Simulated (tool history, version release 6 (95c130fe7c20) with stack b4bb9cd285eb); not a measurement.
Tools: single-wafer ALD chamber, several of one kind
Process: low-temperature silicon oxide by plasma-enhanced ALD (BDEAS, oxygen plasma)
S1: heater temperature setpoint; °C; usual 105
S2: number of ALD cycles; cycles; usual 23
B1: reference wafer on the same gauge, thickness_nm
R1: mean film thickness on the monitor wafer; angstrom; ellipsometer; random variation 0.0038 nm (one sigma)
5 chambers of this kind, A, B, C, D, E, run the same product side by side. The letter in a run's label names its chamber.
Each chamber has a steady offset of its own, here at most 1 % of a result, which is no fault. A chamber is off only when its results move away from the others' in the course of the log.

run 1B hour=3.9 | S1=105 S2=23 | B1=2.6903 | R1=32.420
run 2C hour=12.8 | S1=105 S2=23 | B1=2.6915 | R1=32.762
run 3A hour=16.7 | S1=105 S2=23 | B1=2.6918 | R1=32.664
run 4E hour=24.2 | S1=105 S2=23 | B1=2.6917 | R1=32.664
run 5D hour=31.1 | S1=105 S2=23 | B1=2.6917 | R1=32.365
run 6E hour=36.9 | S1=105 S2=23 | B1=2.6930 | R1=32.707
run 7B hour=44.3 | S1=105 S2=23 | B1=2.6927 | R1=32.412
run 8C hour=51.7 | S1=111 S2=21 | B1=2.6925 | R1=29.598
run 9A hour=57.9 | S1=111 S2=21 | B1=2.6934 | R1=29.545
run 10D hour=62.8 | S1=111 S2=21 | B1=2.6942 | R1=29.233
run 11D hour=69.7 | S1=111 S2=21 | B1=2.6946 | R1=29.234
run 12E hour=78.0 | S1=111 S2=21 | B1=2.6941 | R1=29.639
run 13C hour=83.5 | S1=105 S2=23 | B1=2.6946 | R1=32.749
run 14B hour=88.1 | S1=105 S2=23 | B1=2.6949 | R1=32.389
run 15A hour=93.2 | S1=94 S2=26 | B1=2.6959 | R1=38.154
run 16C hour=98.2 | S1=94 S2=26 | B1=2.6963 | R1=38.276
run 17D hour=105.4 | S1=94 S2=26 | B1=2.6956 | R1=37.676
run 18A hour=109.7 | S1=94 S2=26 | B1=2.6960 | R1=38.246
run 19E hour=114.8 | S1=94 S2=26 | B1=2.6968 | R1=38.128
run 20B hour=123.2 | S1=105 S2=23 | B1=2.6969 | R1=32.508
run 21B hour=128.8 | S1=105 S2=23 | B1=2.6971 | R1=32.510
run 22D hour=133.5 | S1=105 S2=23 | B1=2.6980 | R1=32.312
run 23A hour=141.2 | S1=105 S2=23 | B1=2.6981 | R1=32.746
run 24C hour=146.9 | S1=105 S2=23 | B1=2.6981 | R1=32.834
run 25E hour=153.6 | S1=105 S2=23 | B1=2.6993 | R1=32.789
run 26A hour=159.5 | S1=105 S2=23 | B1=2.6991 | R1=32.791
run 27E hour=167.0 | S1=105 S2=23 | B1=2.7002 | R1=32.789
run 28B hour=174.1 | S1=105 S2=23 | B1=2.6996 | R1=32.460
run 29C hour=178.4 | S1=105 S2=23 | B1=2.7011 | R1=32.784
run 30D hour=187.1 | S1=105 S2=23 | B1=2.7010 | R1=32.388
run 31C hour=192.0 | S1=105 S2=23 | B1=2.7013 | R1=32.838
run 32E hour=197.7 | S1=105 S2=23 | B1=2.7020 | R1=32.848
run 33A hour=203.3 | S1=97 S2=21 | B1=2.7017 | R1=30.472
run 34B hour=211.2 | S1=97 S2=21 | B1=2.7029 | R1=30.255

What goes on in this fleet: one chamber off, a drifting gauge, or nothing beyond the chambers' own small offsets? Name the chamber and the cause, if any.

The gauge drifts, so all chambers seem to drift together. No chamber is off.
Cause: gauge reads high (%) = 0.48.
